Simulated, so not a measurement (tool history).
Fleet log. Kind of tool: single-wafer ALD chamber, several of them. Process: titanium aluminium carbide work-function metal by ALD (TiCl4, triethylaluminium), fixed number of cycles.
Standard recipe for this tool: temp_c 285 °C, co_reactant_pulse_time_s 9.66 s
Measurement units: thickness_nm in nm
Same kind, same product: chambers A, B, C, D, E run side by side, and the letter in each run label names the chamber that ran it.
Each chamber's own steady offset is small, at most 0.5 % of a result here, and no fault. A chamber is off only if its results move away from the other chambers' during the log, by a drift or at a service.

| run | day | temp_c | co_reactant_pulse_time_s | hours since the last thermocouple change | hours since the last triethylaluminium bottle change | read-back reference wafer on the same gauge, thickness_nm | thickness_nm |
|---|---|---|---|---|---|---|---|
| 1B | 0.2 | 285 | 9.66 | 161.9 | 1039.5 | 1.9088 | 1.87 |
| 2A | 0.425 | 285 | 9.66 | 1666 | 147.5 | 1.9114 | 1.8392 |
| 3E | 0.621 | 285 | 9.66 | 785 | 237.7 | 1.9082 | 1.8748 |
| 4D | 0.767 | 285 | 9.66 | 680.2 | 700.8 | 1.9094 | 1.8541 |
| 5C | 0.971 | 285 | 9.66 | 168.8 | 1189.4 | 1.9076 | 1.856 |
| 6A | 1.171 | 285 | 9.66 | 1683.9 | 165.4 | 1.9101 | 1.8661 |
| 7E | 1.375 | 285 | 9.66 | 803.1 | 255.8 | 1.9093 | 1.8698 |
| 8B | 1.5 | 285 | 9.66 | 193.1 | 1070.7 | 1.9087 | 1.8633 |
| 9D | 1.696 | 285 | 9.66 | 702.5 | 723.1 | 1.9088 | 1.8646 |
| 10C | 1.804 | 285 | 11.15 | 188.8 | 1209.4 | 1.91 | 1.8828 |
| 11E | 2.029 | 285 | 11.15 | 818.8 | 271.5 | 1.9109 | 1.8861 |
| 12B | 2.15 | 285 | 11.15 | 208.7 | 1086.3 | 1.91 | 1.8774 |
| 13D | 2.342 | 285 | 11.15 | 718 | 738.6 | 1.9132 | 1.87 |
| 14A | 2.546 | 285 | 11.15 | 1716.9 | 198.4 | 1.91 | 1.8803 |
| 15C | 2.717 | 285 | 9.66 | 210.7 | 1231.3 | 1.9115 | 1.8587 |
| 16E | 2.825 | 285 | 9.66 | 837.9 | 290.6 | 1.9077 | 1.8797 |
| 17A | 2.942 | 285 | 9.66 | 1726.4 | 207.9 | 1.9094 | 1.8381 |
| 18B | 3.1 | 285 | 9.66 | 231.5 | 1109.1 | 1.9118 | 1.8807 |
| 19C | 3.225 | 285 | 9.66 | 222.9 | 1243.5 | 1.9122 | 1.8732 |
| 20D | 3.35 | 285 | 9.66 | 742.2 | 762.8 | 1.9097 | 1.8472 |
| 21B | 3.496 | 285 | 9.66 | 241 | 1118.6 | 1.9117 | 1.8632 |
| 22C | 3.596 | 285 | 9.66 | 231.8 | 1252.4 | 1.9125 | 1.8602 |
| 23E | 3.729 | 285 | 9.66 | 859.6 | 312.3 | 1.9098 | 1.878 |
| 24D | 3.933 | 285 | 9.66 | 756.2 | 776.8 | 1.9109 | 1.8683 |
| 25A | 4.046 | 272 | 9.66 | 1752.9 | 234.4 | 1.9094 | 1.7278 |
| 26E | 4.208 | 272 | 9.66 | 871.1 | 323.8 | 1.9099 | 1.7731 |
| 27D | 4.321 | 272 | 9.66 | 765.5 | 786.1 | 1.9069 | 1.7421 |
| 28C | 4.442 | 272 | 9.66 | 252.1 | 1272.7 | 1.9101 | 1.7506 |
| 29A | 4.571 | 272 | 9.66 | 1765.5 | 247 | 1.9107 | 1.7123 |
| 30B | 4.742 | 285 | 9.66 | 270.9 | 1148.5 | 1.9089 | 1.867 |
| 31A | 4.958 | 285 | 9.66 | 1774.8 | 256.3 | 1.9089 | 1.8115 |
| 32D | 5.067 | 285 | 9.66 | 783.4 | 804 | 1.9099 | 1.8691 |
| 33C | 5.221 | 285 | 9.66 | 270.8 | 1291.4 | 1.9078 | 1.8605 |
| 34B | 5.379 | 285 | 9.66 | 286.2 | 1163.8 | 1.9121 | 1.8589 |
| 35E | 5.546 | 285 | 9.66 | 903.2 | 355.9 | 1.9111 | 1.8783 |
| 36E | 5.721 | 292 | 9.66 | 907.4 | 360.1 | 1.9077 | 1.9293 |
| 37B | 5.833 | 292 | 9.66 | 297.1 | 1174.7 | 1.9089 | 1.9408 |
| 38A | 5.946 | 292 | 9.66 | 1798.5 | 280 | 1.9108 | 1.8452 |
| 39D | 6.079 | 292 | 9.66 | 807.7 | 828.3 | 1.9119 | 1.9151 |
| 40C | 6.25 | 292 | 9.66 | 295.5 | 1316.1 | 1.91 | 1.9127 |
| 41B | 6.475 | 285 | 9.66 | 312.5 | 1190.1 | 1.9102 | 1.8744 |
| 42E | 6.65 | 281 | 7.07 | 929.7 | 382.4 | 1.9094 | 1.7589 |
| 43A | 6.796 | 281 | 7.07 | 1818.9 | 300.4 | 1.9132 | 1.5547 |

Next, all 5 chambers run the settings below, one line each with question marks for the results. What does each chamber give?
| 44A | 6.958 | 285 | 9.66 |  |  |  | ? |
| 44B | 6.958 | 285 | 9.66 |  |  |  | ? |
| 44C | 6.958 | 285 | 9.66 |  |  |  | ? |
| 44D | 6.958 | 285 | 9.66 |  |  |  | ? |
| 44E | 6.958 | 285 | 9.66 |  |  |  | ? |

| run | thickness_nm |
|---|---|
| 44A | 1.7404 |
| 44B | 1.8475 |
| 44C | 1.8699 |
| 44D | 1.8644 |
| 44E | 1.864 |
